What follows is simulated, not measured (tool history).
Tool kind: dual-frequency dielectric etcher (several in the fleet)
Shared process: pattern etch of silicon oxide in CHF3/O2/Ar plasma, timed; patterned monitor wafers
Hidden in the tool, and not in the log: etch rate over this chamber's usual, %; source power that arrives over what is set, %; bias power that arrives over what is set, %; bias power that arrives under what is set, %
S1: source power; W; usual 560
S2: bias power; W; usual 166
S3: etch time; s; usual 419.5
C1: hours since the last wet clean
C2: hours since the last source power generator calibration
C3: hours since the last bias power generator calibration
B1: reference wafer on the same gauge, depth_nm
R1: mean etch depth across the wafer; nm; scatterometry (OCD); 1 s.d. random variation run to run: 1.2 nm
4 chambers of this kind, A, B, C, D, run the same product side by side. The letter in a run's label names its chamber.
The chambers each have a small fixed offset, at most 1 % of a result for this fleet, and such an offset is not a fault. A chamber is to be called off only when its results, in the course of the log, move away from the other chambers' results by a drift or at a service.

run,day,S1,S2,S3,C1,C2,C3,B1,R1
1C,0.358,560,166,419.5,206.7,891.9,1325.8,791.3,783.76
2A,0.742,560,166,419.5,153.8,955.1,466.6,791.21,790.51
3D,1.025,560,166,419.5,57.5,1373.8,2752.6,791.58,786.57
4B,1.288,560,166,419.5,310.6,1548.7,1609.4,791.5,788.64
5B,1.529,560,166,419.5,316.4,1554.5,1615.2,791.58,787.16
6A,1.938,560,166,464,182.5,983.8,495.3,791.76,879.54
7D,2.312,560,166,464,88.4,1404.7,2783.5,791.68,869.41
8C,2.558,560,166,464,259.5,944.7,1378.6,792.05,867.34
9C,2.979,560,166,464,269.6,954.8,1388.7,792.2,866.91
10B,3.4,560,166,419.5,361.3,1599.4,1660.1,792.19,787.45
11A,3.629,560,166,419.5,223.1,1024.4,535.9,792.35,792.89
12D,3.879,560,166,419.5,126,1442.3,2821.1,792.71,786.34
13D,4.092,560,166,419.5,131.1,1447.4,2826.2,792.27,787.56
14A,4.525,560,166,419.5,244.6,1045.9,557.4,792.68,794.67
15B,4.775,560,201,419.5,394.3,1632.4,1693.1,793.01,841.44
16C,5.079,560,201,419.5,320,1005.2,1439.1,792.91,835.8
17B,5.292,560,201,419.5,406.7,1644.8,1705.5,792.94,842.06
18C,5.679,560,201,419.5,334.4,1019.6,1453.5,793.02,838.83
19A,5.988,560,166,419.5,279.7,1081,592.5,793.16,794.93
20D,6.442,560,166,419.5,187.5,1503.8,2882.6,793.47,787.48
21D,6.858,560,166,419.5,197.5,1513.8,2892.6,793.43,788.44
# day 6.996: chamber B: wet clean of the chamber
22C,7.208,560,166,419.5,371.1,1056.3,1490.2,793.71,783.93
23B,7.488,560,166,419.5,11.8,1697.5,1758.2,793.62,790.53
24A,7.958,560,166,419.5,327,1128.3,639.8,793.82,794.06
25C,8.192,560,166,419.5,394.7,1079.9,1513.8,793.82,785.18
26D,8.562,560,166,419.5,238.4,1554.7,2933.5,794.27,788.09
27A,8.921,560,166,419.5,350.1,1151.4,662.9,794.42,794.89
28B,9.308,560,166,419.5,55.5,1741.2,1801.9,794.15,791.91
29C,9.525,560,166,419.5,426.7,1111.9,1545.8,794.53,785.1
30A,9.933,560,166,419.5,374.4,1175.7,687.2,794.95,796.61
31B,10.346,560,166,419.5,80.4,1766.1,1826.8,794.38,790.57
32D,10.817,560,166,419.5,292.5,1608.8,2987.6,795.27,789.64
33D,11.242,560,166,419.5,302.7,1619,2997.8,794.88,789.7
34A,11.579,560,166,419.5,413.9,1215.2,726.7,795.24,799.22
35B,11.921,510,166,419.5,118.2,1803.9,1864.6,795.41,764.67
# day 12.004: chamber A: wet clean of the chamber
36C,12.188,510,166,419.5,490.6,1175.8,1609.7,795.63,759.88
37B,12.604,510,166,419.5,134.6,1820.3,1881,795.78,764.21
38C,12.883,510,166,419.5,507.3,1192.5,1626.4,795.78,761.55
39D,13.183,560,166,419.5,349.3,1665.6,3044.4,796.01,791.46
40A,13.608,560,166,419.5,38.6,1263.9,775.4,796.06,796.27
41D,13.838,560,166,419.5,365,1681.3,3060.1,796.2,790.53

Read the log: is a single chamber off, either drifting away or since a service, is the gauge that measures every chamber drifting, or is nothing wrong beyond small per-chamber offsets? Name any odd chamber and what most likely caused it.

The shared gauge is drifting. All chambers look as if they move in step, but none is off.
Most likely cause: gauge reads high (%) = 0.651.
